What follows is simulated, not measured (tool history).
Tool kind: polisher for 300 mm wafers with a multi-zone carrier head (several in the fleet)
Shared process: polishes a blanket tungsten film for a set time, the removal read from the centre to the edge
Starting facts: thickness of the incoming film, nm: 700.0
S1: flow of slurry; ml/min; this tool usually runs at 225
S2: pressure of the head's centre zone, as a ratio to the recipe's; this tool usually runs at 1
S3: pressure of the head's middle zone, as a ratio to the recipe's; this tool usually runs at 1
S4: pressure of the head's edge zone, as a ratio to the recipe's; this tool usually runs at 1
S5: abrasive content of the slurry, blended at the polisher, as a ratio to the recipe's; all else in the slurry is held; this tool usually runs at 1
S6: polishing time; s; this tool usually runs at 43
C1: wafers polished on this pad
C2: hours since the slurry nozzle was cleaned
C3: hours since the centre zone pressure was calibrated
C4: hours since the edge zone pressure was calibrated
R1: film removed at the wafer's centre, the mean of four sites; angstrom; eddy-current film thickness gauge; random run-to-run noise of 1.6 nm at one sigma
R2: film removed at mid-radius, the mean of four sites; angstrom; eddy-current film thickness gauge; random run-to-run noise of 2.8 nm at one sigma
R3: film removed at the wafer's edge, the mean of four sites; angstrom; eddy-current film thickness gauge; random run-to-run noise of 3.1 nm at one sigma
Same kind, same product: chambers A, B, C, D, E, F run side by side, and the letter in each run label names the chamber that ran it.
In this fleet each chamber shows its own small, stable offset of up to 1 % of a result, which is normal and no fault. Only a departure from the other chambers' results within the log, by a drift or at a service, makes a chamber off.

-- hour=1.1 chamber D: worn pad replaced by a new one
run 1E hour=4.2 | S1=225 S2=1 S3=1 S4=1 S5=1 S6=43 | C1=504 C2=698.8 C3=883.8 C4=732.7 | R1=2095.5 R2=2131.6 R3=2066.8
run 2C hour=9.4 | S1=225 S2=1 S3=1 S4=1 S5=1 S6=43 | C1=732 C2=169.7 C3=263.3 C4=753.9 | R1=2127 R2=2107 R3=2123.5
-- hour=11.9 chamber E: worn pad replaced by a new one
run 3A hour=13.1 | S1=225 S2=1 S3=1 S4=1 S5=1 S6=43 | C1=181 C2=428.8 C3=665.8 C4=1165.9 | R1=2137.8 R2=2118.4 R3=2157.1
run 4D hour=18.4 | S1=225 S2=1 S3=1 S4=1 S5=1 S6=43 | C1=239 C2=147 C3=435.2 C4=330.5 | R1=2124.1 R2=2095 R3=2125.8
run 5B hour=22.9 | S1=225 S2=1 S3=1 S4=1 S5=1 S6=43 | C1=1011 C2=222.2 C3=1306.6 C4=1003.7 | R1=2117.2 R2=2161.2 R3=2148
run 6F hour=25.8 | S1=225 S2=1 S3=1 S4=1 S5=1 S6=43 | C1=1131 C2=222 C3=1151.6 C4=280.1 | R1=2104.2 R2=2137.6 R3=2184.9
-- hour=27.3 chamber E: centre zone pressure recalibrated
run 7B hour=30.8 | S1=225 S2=1 S3=1 S4=1 S5=1 S6=43 | C1=1120 C2=230.1 C3=1314.5 C4=1011.6 | R1=2133.4 R2=2188.1 R3=2108.4
-- hour=36.4 chamber F: worn pad replaced by a new one
run 8D hour=36.9 | S1=225 S2=1 S3=1 S4=1 S5=1 S6=43 | C1=494 C2=165.5 C3=453.7 C4=349 | R1=2112.6 R2=2115.6 R3=2114.9
-- hour=37.9 chamber C: worn pad replaced by a new one
-- hour=40.9 chamber B: worn pad replaced by a new one
run 9E hour=42.8 | S1=225 S2=1 S3=1 S4=1 S5=1 S6=43 | C1=426 C2=737.4 C3=15.6 C4=771.3 | R1=2132 R2=2109.7 R3=2054.2
run 10F hour=49 | S1=225 S2=1 S3=1 S4=1 S5=0.8 S6=36 | C1=174 C2=245.2 C3=1174.8 C4=303.3 | R1=1692.8 R2=1689.2 R3=1701.5
run 11A hour=52.8 | S1=225 S2=1 S3=1 S4=1 S5=0.8 S6=36 | C1=728 C2=468.5 C3=705.5 C4=1205.6 | R1=1668.6 R2=1686.6 R3=1715.5
-- hour=54.7 chamber E: worn pad replaced by a new one
run 12C hour=56 | S1=225 S2=1 S3=1 S4=1 S5=0.8 S6=36 | C1=249 C2=216.3 C3=309.9 C4=800.5 | R1=1677.9 R2=1665.8 R3=1702.4
-- hour=56.4 chamber D: worn pad replaced by a new one
-- hour=58.2 chamber A: worn pad replaced by a new one
run 13D hour=61.6 | S1=225 S2=1 S3=1 S4=1 S5=0.8 S6=36 | C1=72 C2=190.2 C3=478.4 C4=373.7 | R1=1667.4 R2=1619.2 R3=1683.2
run 14A hour=66.4 | S1=225 S2=1 S3=1 S4=1 S5=0.8 S6=36 | C1=114 C2=482.1 C3=719.1 C4=1219.2 | R1=1688.2 R2=1699.9 R3=1736.3
run 15C hour=70.8 | S1=225 S2=1 S3=1 S4=1 S5=0.8 S6=36 | C1=453 C2=231.1 C3=324.7 C4=815.3 | R1=1692.5 R2=1719.2 R3=1714.6
run 16F hour=76.5 | S1=225 S2=1 S3=1 S4=1 S5=1 S6=43 | C1=553 C2=272.7 C3=1202.3 C4=330.8 | R1=2126.5 R2=2147.6 R3=2079.6
-- hour=77.4 chamber F: edge zone pressure recalibrated
-- hour=77.7 chamber B: centre zone pressure recalibrated
-- hour=81.6 chamber E: slurry nozzle cleaned
-- hour=81.9 chamber A: slurry nozzle cleaned
run 17B hour=82.3 | S1=225 S2=1 S3=1 S4=1 S5=1 S6=43 | C1=570 C2=281.6 C3=4.7 C4=1063.1 | R1=2122.8 R2=2170.3 R3=2084.6
run 18E hour=88.7 | S1=225 S2=1 S3=1 S4=1 S5=1 S6=43 | C1=468 C2=7.1 C3=61.5 C4=817.2 | R1=2123.3 R2=2097.2 R3=2179.8
-- hour=91.7 chamber E: worn pad replaced by a new one
run 19F hour=95 | S1=225 S2=1 S3=1 S4=1 S5=1 S6=43 | C1=808 C2=291.2 C3=1220.8 C4=17.6 | R1=2115.4 R2=2133.6 R3=2114.1
run 20A hour=98.6 | S1=225 S2=0.93 S3=1 S4=1 S5=1 S6=43 | C1=557 C2=16.8 C3=751.3 C4=1251.4 | R1=1949.6 R2=2127 R3=2084
-- hour=102.5 chamber D: worn pad replaced by a new one
run 21D hour=104.9 | S1=225 S2=0.93 S3=1 S4=1 S5=1 S6=43 | C1=34 C2=233.5 C3=521.7 C4=417 | R1=1910.2 R2=2006.1 R3=2095.3
run 22E hour=108.3 | S1=225 S2=0.93 S3=1 S4=1 S5=1 S6=43 | C1=229 C2=26.7 C3=81.1 C4=836.8 | R1=1942.8 R2=2134.8 R3=2103.8
-- hour=111.4 chamber A: edge zone pressure recalibrated
run 23B hour=114.8 | S1=225 S2=0.93 S3=1 S4=1 S5=1 S6=43 | C1=1018 C2=314.1 C3=37.2 C4=1095.6 | R1=1963.8 R2=2132.5 R3=2140.9
-- hour=120 chamber F: worn pad replaced by a new one
run 24C hour=120.4 | S1=225 S2=0.93 S3=1 S4=1 S5=1 S6=43 | C1=1137 C2=280.7 C3=374.3 C4=864.9 | R1=1957.3 R2=2138.5 R3=2137.4
-- hour=123.9 chamber C: worn pad replaced by a new one
run 25B hour=126 | S1=225 S2=0.93 S3=1 S4=1 S5=1 S6=43 | C1=1172 C2=325.3 C3=48.4 C4=1106.8 | R1=1930.7 R2=2111.7 R3=2120.2
-- hour=126.7 chamber A: worn pad replaced by a new one
run 26A hour=131.2 | S1=225 S2=1 S3=1 S4=1 S5=1 S6=43 | C1=62 C2=49.4 C3=783.9 C4=19.9 | R1=2126.6 R2=2124.2 R3=2144.6
run 27C hour=136.3 | S1=225 S2=1 S3=1 S4=1 S5=1 S6=43 | C1=171 C2=296.6 C3=390.2 C4=880.8 | R1=2128.4 R2=2164.8 R3=2153.8
-- hour=139.8 chamber E: worn pad replaced by a new one
run 28F hour=140.2 | S1=225 S2=1 S3=1 S4=1 S5=0.8 S6=43 | C1=279 C2=336.4 C3=1266 C4=62.8 | R1=2022.8 R2=2030 R3=1985.9
run 29D hour=144.4 | S1=225 S2=1 S3=1 S4=1 S5=0.8 S6=43 | C1=578 C2=273 C3=561.2 C4=456.5 | R1=1891.7 R2=1893.5 R3=1887.3
run 30E hour=148.5 | S1=225 S2=1 S3=1 S4=1 S5=0.8 S6=43 | C1=121 C2=66.9 C3=121.3 C4=877 | R1=1978.2 R2=2023.1 R3=2011.5
-- hour=149.7 chamber B: worn pad replaced by a new one
-- hour=150 chamber D: worn pad replaced by a new one
run 31C hour=152.4 | S1=225 S2=1 S3=1 S4=1 S5=0.8 S6=43 | C1=393 C2=312.7 C3=406.3 C4=896.9 | R1=2016.6 R2=2023.3 R3=1991.4
run 32A hour=156.6 | S1=225 S2=1 S3=1 S4=1 S5=0.8 S6=43 | C1=412 C2=74.8 C3=809.3 C4=45.3 | R1=2026.6 R2=2063.5 R3=1974.2
run 33D hour=161.3 | S1=225 S2=1 S3=1 S4=1 S5=0.8 S6=43 | C1=155 C2=289.9 C3=578.1 C4=473.4 | R1=1868.3 R2=1896.6 R3=1907.2
run 34B hour=165.2 | S1=225 S2=1 S3=1 S4=0.9 S5=1 S6=43 | C1=214 C2=364.5 C3=87.6 C4=1146 | R1=2119.1 R2=2128.3 R3=1981.1
run 35E hour=169.9 | S1=225 S2=1 S3=1 S4=0.9 S5=1 S6=43 | C1=415 C2=88.3 C3=142.7 C4=898.4 | R1=2123.5 R2=2138.3 R3=2006.6
run 36F hour=173.3 | S1=225 S2=1 S3=1 S4=0.9 S5=1 S6=43 | C1=735 C2=369.5 C3=1299.1 C4=95.9 | R1=2127 R2=2084 R3=2028.4
run 37A hour=180 | S1=225 S2=1 S3=1 S4=0.9 S5=1 S6=43 | C1=735 C2=98.2 C3=832.7 C4=68.7 | R1=2119.3 R2=2109.4 R3=2016.3

All 6 chambers run these settings next. Forecast each chamber's results:
run 38A hour=184.8 | S1=225 S2=1 S3=1 S4=1 S5=1.15 S6=43 | R1=? R2=? R3=?
run 38B hour=184.8 | S1=225 S2=1 S3=1 S4=1 S5=1.15 S6=43 | R1=? R2=? R3=?
run 38C hour=184.8 | S1=225 S2=1 S3=1 S4=1 S5=1.15 S6=43 | R1=? R2=? R3=?
run 38D hour=184.8 | S1=225 S2=1 S3=1 S4=1 S5=1.15 S6=43 | R1=? R2=? R3=?
run 38E hour=184.8 | S1=225 S2=1 S3=1 S4=1 S5=1.15 S6=43 | R1=? R2=? R3=?
run 38F hour=184.8 | S1=225 S2=1 S3=1 S4=1 S5=1.15 S6=43 | R1=? R2=? R3=?

run=38A R1=2184.4 R2=2192.7 R3=2202.7
run=38B R1=2198.8 R2=2216.6 R3=2173.1
run=38C R1=2183.1 R2=2204.1 R3=2202
run=38D R1=2002.9 R2=2027.2 R3=2076.2
run=38E R1=2179.4 R2=2166.3 R3=2182.9
run=38F R1=2172.2 R2=2214 R3=2181.3
